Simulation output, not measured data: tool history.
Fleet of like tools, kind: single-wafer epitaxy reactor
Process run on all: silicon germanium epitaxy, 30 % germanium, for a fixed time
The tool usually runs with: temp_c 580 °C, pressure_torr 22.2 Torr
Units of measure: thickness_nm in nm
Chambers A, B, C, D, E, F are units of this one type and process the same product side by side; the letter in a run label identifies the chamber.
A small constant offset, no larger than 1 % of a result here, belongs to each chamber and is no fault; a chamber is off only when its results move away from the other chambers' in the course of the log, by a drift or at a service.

run,day,temp_c,pressure_torr,hours since the last pyrometer calibration,hours since the last manometer calibration,"read-back reference wafer on the same gauge, thickness_nm",thickness_nm
1B,0.167,580,22.2,1229.0,318.3,38.486,42.232
2E,0.346,580,22.2,221.5,744.1,38.522,41.992
3F,0.458,580,22.2,1762.7,1883.2,38.459,42.493
4D,0.542,580,22.2,138.1,1470.6,38.513,42.130
5C,0.721,580,22.2,1225.0,370.4,38.529,42.029
6A,0.846,580,22.2,1118.1,1619.4,38.456,42.020
7C,0.933,580,22.2,1230.1,375.5,38.496,42.309
8D,1.117,566,22.2,151.9,1484.4,38.550,32.541
9E,1.254,566,22.2,243.3,765.9,38.491,31.779
10B,1.375,566,22.2,1258.0,347.3,38.503,32.167
11F,1.496,566,22.2,1787.6,1908.1,38.467,32.640
12A,1.608,566,22.2,1136.4,1637.7,38.500,31.962
13B,1.750,566,22.2,1267.0,356.3,38.559,32.203
14A,1.854,574,22.2,1142.3,1643.6,38.496,37.240
15F,2.038,574,22.2,1800.6,1921.1,38.441,38.247
16E,2.158,574,22.2,265.0,787.6,38.492,37.315
17D,2.292,574,22.2,180.1,1512.6,38.524,37.854
18C,2.392,574,22.2,1265.1,410.5,38.489,37.678
# day 2.450: chamber F: pyrometer calibrated
19F,2.583,574,22.2,3.2,1934.2,38.529,35.998
20A,2.679,580,22.2,1162.1,1663.4,38.465,42.141
21D,2.833,580,22.2,193.1,1525.6,38.504,42.120
22E,2.988,580,22.2,284.9,807.5,38.440,41.997
23B,3.071,580,22.2,1298.7,388.0,38.510,41.870
# day 3.083: chamber A: capacitance manometer re-zeroed and calibrated
24C,3.192,580,22.2,1284.3,429.7,38.495,42.276
25D,3.338,580,22.2,205.2,1537.7,38.535,42.478
26F,3.533,580,22.2,26.0,1957.0,38.491,39.798
27C,3.662,580,22.2,1295.6,441.0,38.481,41.966
28E,3.762,580,22.2,303.5,826.1,38.460,41.877
29B,3.900,580,22.2,1318.6,407.9,38.512,42.153
30A,4.038,580,22.2,1194.7,22.9,38.472,42.027
31D,4.229,580,22.2,226.6,1559.1,38.472,42.279
32A,4.354,580,22.2,1202.3,30.5,38.471,42.108
33C,4.458,580,22.2,1314.7,460.1,38.510,42.134
34F,4.650,580,22.2,52.8,1983.8,38.515,39.814
35B,4.804,580,22.2,1340.3,429.6,38.473,41.819
36E,4.892,580,22.2,330.6,853.2,38.547,42.023
37B,5.058,580,16.8,1346.4,435.7,38.513,37.684
38E,5.192,580,16.8,337.8,860.4,38.410,37.318
39A,5.329,580,16.8,1225.7,53.9,38.537,37.611
40F,5.412,580,16.8,71.1,2002.1,38.515,36.109

The same settings go to every chamber for the next run, one line per chamber below. Forecast the results for each:
41A,5.550,580,22.2,,,,?
41B,5.550,580,22.2,,,,?
41C,5.550,580,22.2,,,,?
41D,5.550,580,22.2,,,,?
41E,5.550,580,22.2,,,,?
41F,5.550,580,22.2,,,,?

run,thickness_nm
41A,42.003
41B,41.989
41C,41.886
41D,42.244
41E,42.100
41F,39.880
